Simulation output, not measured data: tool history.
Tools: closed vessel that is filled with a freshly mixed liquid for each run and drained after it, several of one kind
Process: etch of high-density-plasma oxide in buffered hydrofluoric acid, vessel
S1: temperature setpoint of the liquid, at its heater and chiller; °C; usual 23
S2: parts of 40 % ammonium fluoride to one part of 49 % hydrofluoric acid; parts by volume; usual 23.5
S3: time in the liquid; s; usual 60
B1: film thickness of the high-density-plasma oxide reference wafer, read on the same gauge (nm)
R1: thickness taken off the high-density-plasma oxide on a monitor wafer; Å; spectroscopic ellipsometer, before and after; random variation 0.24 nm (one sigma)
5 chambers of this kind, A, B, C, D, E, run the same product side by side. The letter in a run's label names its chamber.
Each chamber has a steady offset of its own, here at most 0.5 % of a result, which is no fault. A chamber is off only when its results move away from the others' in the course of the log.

run   hour  S1    S2  S3      B1      R1
 1C    6.8  23  23.5  60     150  324.03
 2A   12.5  23  23.5  60  150.01  322.37
 3B   18.7  23  23.5  60     150  321.02
 4D   23.2  23  23.5  60  149.99  318.97
 5E   30.5  23  23.5  60  149.98  320.37
 6C   35.5  23  23.5  60     150  323.54
 7B     44  23  23.5  60  149.99  322.72
 8E   50.9  23  23.5  60  150.02   317.9
 9A   54.9  23  23.5  60     150  319.98
10D   59.7  23  23.5  60  150.03  325.27
11A   64.8  23  23.5  60  149.98  317.85
12B   69.8  23  23.5  60  150.01  317.65
      70.3  -- chamber B: hydrofluoric acid flow meter replaced
13C   76.2  23  23.5  60  149.99  315.24
14E   80.4  23  23.5  60  149.99  319.95
15D   87.1  23  23.5  60     150  318.29
16C   92.2  19  23.5  85     150  346.52
17A   97.5  19  23.5  85  149.98  365.16
18D  102.3  19  23.5  85     150  364.92
19B  106.9  19  23.5  85  149.99  365.04
       110  -- chamber B: thermometer replaced
20E  111.9  19  23.5  85  149.98  362.46
21D  115.7  23  23.5  60     150  321.91
     121.1  -- chamber E: thermometer replaced
22E  123.8  23  23.5  60     150  322.58
23C  130.9  23  23.5  60  149.99   303.8
24A  138.9  23  23.5  60  150.01  321.77
25B  144.4  23  23.5  60  149.99  321.26
26D    149  23  23.5  35  150.02  188.25
27A  156.6  23  23.5  35  150.02  184.92
28C  164.9  23  23.5  35  150.01  173.74
29E  172.4  23  23.5  35  149.99  186.73
30B  176.9  23  23.5  35     150  188.61
31E  183.9  23  23.5  60     150  323.42

All 5 chambers run these settings next. Forecast each chamber's results:
32A   190  23  23.5  35       ?
32B   190  23  23.5  35       ?
32C   190  23  23.5  35       ?
32D   190  23  23.5  35       ?
32E   190  23  23.5  35       ?

run      R1
32A     188
32B  186.49
32C  168.96
32D  187.47
32E  185.94
